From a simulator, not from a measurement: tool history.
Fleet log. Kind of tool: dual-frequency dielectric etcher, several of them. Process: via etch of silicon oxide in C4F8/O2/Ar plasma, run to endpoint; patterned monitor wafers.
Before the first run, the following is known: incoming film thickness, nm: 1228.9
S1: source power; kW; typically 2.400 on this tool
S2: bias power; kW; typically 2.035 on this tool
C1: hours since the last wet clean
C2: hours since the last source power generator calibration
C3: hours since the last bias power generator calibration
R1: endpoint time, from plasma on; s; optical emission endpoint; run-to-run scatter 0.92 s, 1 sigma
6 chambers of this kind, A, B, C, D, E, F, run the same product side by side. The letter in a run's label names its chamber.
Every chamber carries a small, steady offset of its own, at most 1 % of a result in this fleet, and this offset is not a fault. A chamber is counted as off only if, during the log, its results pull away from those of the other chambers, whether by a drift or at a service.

| run | hour | S1 | S2 | C1 | C2 | C3 | R1 |
|---|---|---|---|---|---|---|---|
| 1D | 3.5 | 2.400 | 2.035 | 176.4 | 362.5 | 2774.0 | 221.77 |
| 2B | 7.8 | 2.400 | 2.035 | 135.2 | 1050.6 | 2130.3 | 223.92 |
| 3E | 12.6 | 2.400 | 2.035 | 274.1 | 2248.5 | 1311.1 | 226.94 |
| 4C | 16.5 | 2.400 | 2.035 | 165.8 | 1253.1 | 4275.1 | 225.95 |
| 5F | 20.3 | 2.400 | 2.035 | 426.0 | 72.6 | 2348.2 | 221.71 |
| 6A | 25.4 | 2.400 | 2.035 | 139.5 | 2140.7 | 1070.1 | 224.22 |
| 7A | 27.8 | 2.400 | 2.035 | 141.9 | 2143.1 | 1072.5 | 224.66 |
| 8C | 31.1 | 2.400 | 2.035 | 180.4 | 1267.7 | 4289.7 | 226.08 |
| 9D | 35.4 | 2.400 | 2.035 | 208.3 | 394.4 | 2805.9 | 223.41 |
| 10B | 39.1 | 2.400 | 2.035 | 166.5 | 1081.9 | 2161.6 | 226.25 |
| 11E | 41.8 | 2.400 | 2.035 | 303.3 | 2277.7 | 1340.3 | 227.51 |
| 12F | 46.8 | 2.400 | 2.035 | 452.5 | 99.1 | 2374.7 | 220.77 |
| 13B | 50.6 | 2.400 | 2.035 | 178.0 | 1093.4 | 2173.1 | 224.08 |
| 14E | 52.9 | 2.400 | 2.035 | 314.4 | 2288.8 | 1351.4 | 226.11 |
| 15D | 56.8 | 2.400 | 2.035 | 229.7 | 415.8 | 2827.3 | 225.46 |
| 16C | 60.3 | 2.400 | 2.035 | 209.6 | 1296.9 | 4318.9 | 225.56 |
| 17F | 63.6 | 2.400 | 2.383 | 469.3 | 115.9 | 2391.5 | 210.02 |
| 18A | 66.0 | 2.400 | 2.383 | 180.1 | 2181.3 | 1110.7 | 213.51 |
| 19B | 70.1 | 2.400 | 2.383 | 197.5 | 1112.9 | 2192.6 | 215.86 |
| 20C | 72.4 | 2.400 | 2.383 | 221.7 | 1309.0 | 4331.0 | 215.60 |
| 21D | 74.9 | 2.400 | 2.383 | 247.8 | 433.9 | 2845.4 | 214.53 |
| 22A | 78.4 | 2.400 | 2.383 | 192.5 | 2193.7 | 1123.1 | 215.26 |
| 23F | 80.7 | 2.400 | 2.035 | 486.4 | 133.0 | 2408.6 | 221.31 |
| 24E | 84.6 | 2.400 | 2.035 | 346.1 | 2320.5 | 1383.1 | 225.96 |
| 25E | 87.9 | 2.400 | 2.035 | 349.4 | 2323.8 | 1386.4 | 226.41 |
| 26D | 91.5 | 2.400 | 2.035 | 264.4 | 450.5 | 2862.0 | 224.24 |
| 27A | 94.6 | 2.400 | 2.035 | 208.7 | 2209.9 | 1139.3 | 224.57 |
| 28C | 99.4 | 2.400 | 1.775 | 248.7 | 1336.0 | 4358.0 | 234.72 |
| 29B | 103.5 | 2.400 | 1.775 | 230.9 | 1146.3 | 2226.0 | 234.68 |
| 30F | 107.8 | 2.400 | 1.775 | 513.5 | 160.1 | 2435.7 | 227.26 |
| 31C | 111.0 | 2.400 | 1.775 | 260.3 | 1347.6 | 4369.6 | 233.55 |
| 32A | 114.2 | 2.400 | 1.775 | 228.3 | 2229.5 | 1158.9 | 232.99 |
| 33B | 118.1 | 2.400 | 1.775 | 245.5 | 1160.9 | 2240.6 | 234.39 |
| 34E | 122.3 | 2.800 | 2.035 | 383.8 | 2358.2 | 1420.8 | 212.19 |
| 35F | 126.9 | 2.800 | 2.035 | 532.6 | 179.2 | 2454.8 | 204.87 |
| 36D | 129.6 | 2.800 | 2.035 | 302.5 | 488.6 | 2900.1 | 212.25 |
| 37F | 132.1 | 2.800 | 2.035 | 537.8 | 184.4 | 2460.0 | 204.59 |
| 38B | 135.4 | 2.800 | 2.035 | 262.8 | 1178.2 | 2257.9 | 211.99 |

Does one chamber stand apart from the rest, does the shared gauge drift, or is all well apart from small per-chamber offsets? Give the chamber and the most likely cause, where there is one.

One chamber, F, drifts off from the rest bit by bit.
Cause: etch rate over this chamber's usual, % = 2.64.

Here are 4 candidates for chamber F's next run, each the usual settings with a change, their results left as question marks. Which one brings its results back in line with what the others give on the usual settings?
Allowed miss from the other chambers' usual-settings mean, per result, to count as in line: R1 3.20 s
| 39F-1 | 139.1 | 2.400 | 1.612 |  |  |  | ? |
| 39F-2 | 139.1 | 2.400 | 2.311 |  |  |  | ? |
| 39F-3 | 139.1 | 2.250 | 1.945 |  |  |  | ? |
| 39F-4 | 139.1 | 2.400 | 2.505 |  |  |  | ? |

The other chambers' mean on the usual settings: R1 225.23 s
| run | R1 |
|---|---|
| 39F-1 | 231.32 |
| 39F-2 | 209.10 |
| 39F-3 | 225.54 |
| 39F-4 | 204.19 |
The right change is 39F-3: it brings the chamber back within the allowed miss of the others.
